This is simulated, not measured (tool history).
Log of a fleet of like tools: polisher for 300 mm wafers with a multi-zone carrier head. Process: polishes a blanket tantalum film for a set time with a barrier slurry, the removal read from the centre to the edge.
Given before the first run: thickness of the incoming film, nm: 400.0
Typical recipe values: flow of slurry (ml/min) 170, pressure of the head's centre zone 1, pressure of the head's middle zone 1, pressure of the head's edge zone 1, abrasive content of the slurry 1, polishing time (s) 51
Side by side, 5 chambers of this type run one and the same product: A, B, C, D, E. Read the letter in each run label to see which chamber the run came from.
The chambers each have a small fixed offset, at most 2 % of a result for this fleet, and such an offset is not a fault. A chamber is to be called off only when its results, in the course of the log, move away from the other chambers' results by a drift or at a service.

run,day,flow of slurry (ml/min),pressure of the head's centre zone,pressure of the head's middle zone,pressure of the head's edge zone,abrasive content of the slurry,polishing time (s),wafers polished on this pad,hours since the slurry nozzle was cleaned,hours since the centre zone pressure was calibrated,hours since the edge zone pressure was calibrated,film removed at the wafer's centre (angstrom),film removed at mid-radius (angstrom),film removed at the wafer's edge (angstrom)
1E,0.279,170,1,1,1,1,51,312,159.1,1152.6,189.1,781.66,752.64,772.69
2B,0.583,170,1,1,1,1,51,487,342.5,296.5,880.7,775.82,752.5,770.85
3C,0.804,170,1,1,1,1,51,378,405.4,587.4,339.1,761.08,787.21,775.7
4D,1.008,170,1,1,1,1,51,563,54.3,649.9,41.1,770.1,769.47,771.89
5A,1.25,170,1,1,1,1,51,1160,55.9,151.2,289.4,792.45,789.23,762.19
6E,1.45,170,1,1,1,1,51,784,187.2,1180.7,217.2,786.68,744.19,771.61
# day 1.496: chamber D: worn pad replaced by a new one
# day 1.658: chamber A: worn pad replaced by a new one
# day 1.675: chamber C: worn pad replaced by a new one
7D,1.712,170,1,1.07,1,1,51,88,71.2,666.8,58,753.68,826.57,766.06
8B,1.867,170,1,1.07,1,1,51,1004,373.3,327.3,911.5,775.88,814.59,771.29
# day 1.983: chamber B: worn pad replaced by a new one
9A,2.012,170,1,1.07,1,1,51,142,74.2,169.5,307.7,781.84,825.67,767.03
# day 2.058: chamber A: edge zone pressure recalibrated
10C,2.275,170,1,1.07,1,1,51,242,440.7,622.7,374.4,784.85,824.37,776.51
11B,2.462,170,1,1.07,1,1,51,193,387.6,341.6,925.8,770.69,806.7,772.15
12E,2.633,170,1,1,1,1,51,1261,215.6,1209.1,245.6,779.73,784.19,771.65
13A,2.829,170,1,1,1,1,51,471,93.8,189.1,18.6,781.57,761.97,761.72
# day 3.017: chamber D: worn pad replaced by a new one
# day 3.029: chamber E: worn pad replaced by a new one
14C,3.133,170,1,1,1,1,51,588,461.3,643.3,395,766.11,774.57,774.26
15D,3.35,170,1,1,1,1,51,135,110.5,706.1,97.3,765.22,784.73,775.08
# day 3.562: chamber C: worn pad replaced by a new one
16C,3.658,170,1,1,1,1,51,39,473.9,655.9,407.6,768.83,779.85,769.52
17E,3.912,170,1,1,1,1,51,356,246.3,1239.8,276.3,782.3,792.82,775.44
18D,4.221,170,1,1,1,1,51,486,131.4,727,118.2,759.52,777.33,768.84
# day 4.258: chamber A: worn pad replaced by a new one
19A,4.446,170,1,1,1,1,51,76,132.6,227.9,57.4,778.3,774.19,760.59
20B,4.608,170,1,1,1,1,51,1058,439.1,393.1,977.3,781.5,747.07,776.56
21A,4.858,170,1,1,1,1,51,242,142.5,237.8,67.3,785.71,771.96,760.29
# day 4.908: chamber D: worn pad replaced by a new one
# day 5.038: chamber B: worn pad replaced by a new one
22C,5.092,170,1,1,1,1,51,616,508.3,690.3,442,780.28,799.59,768.21
23E,5.267,170,1,1,1,1,51,901,278.8,1272.3,308.8,783.09,783.8,788.23
# day 5.3: chamber E: slurry nozzle cleaned
# day 5.45: chamber C: worn pad replaced by a new one
24D,5.567,170,1,1,0.94,1.3,51,265,163.7,759.3,150.5,798.42,845.24,801.33
25B,5.733,170,1,1,0.94,1.3,51,280,466.1,420.1,1004.3,831.98,808.32,799.12
# day 5.996: chamber C: edge zone pressure recalibrated
26E,6.021,170,1,1,0.94,1.3,51,1205,17.4,1290.4,326.9,844.08,839.79,807.55
27C,6.162,170,1,1,0.94,1.3,51,287,534,716,4,823.34,836.59,800.63
28D,6.312,170,1,1,0.94,1.3,51,566,181.6,777.2,168.4,808.83,845.93,800.64
29B,6.538,170,1,1,1,1,51,604,485.4,439.4,1023.6,773.51,759.81,776.24
30A,6.817,170,1,1,1,1,51,1031,189.5,284.8,114.3,788.15,778.14,765.83

Next, every chamber runs the same settings. What will each give?
31A,7.038,170,1,1,1,1,51,,,,,?,?,?
31B,7.038,170,1,1,1,1,51,,,,,?,?,?
31C,7.038,170,1,1,1,1,51,,,,,?,?,?
31D,7.038,170,1,1,1,1,51,,,,,?,?,?
31E,7.038,170,1,1,1,1,51,,,,,?,?,?

run,film removed at the wafer's centre (angstrom),film removed at mid-radius (angstrom),film removed at the wafer's edge (angstrom)
31A,776.61,750.14,759.73
31B,767.59,770.26,771.68
31C,764.31,811.74,767.34
31D,762.9,790.39,774.25
31E,784.85,780.05,778.14

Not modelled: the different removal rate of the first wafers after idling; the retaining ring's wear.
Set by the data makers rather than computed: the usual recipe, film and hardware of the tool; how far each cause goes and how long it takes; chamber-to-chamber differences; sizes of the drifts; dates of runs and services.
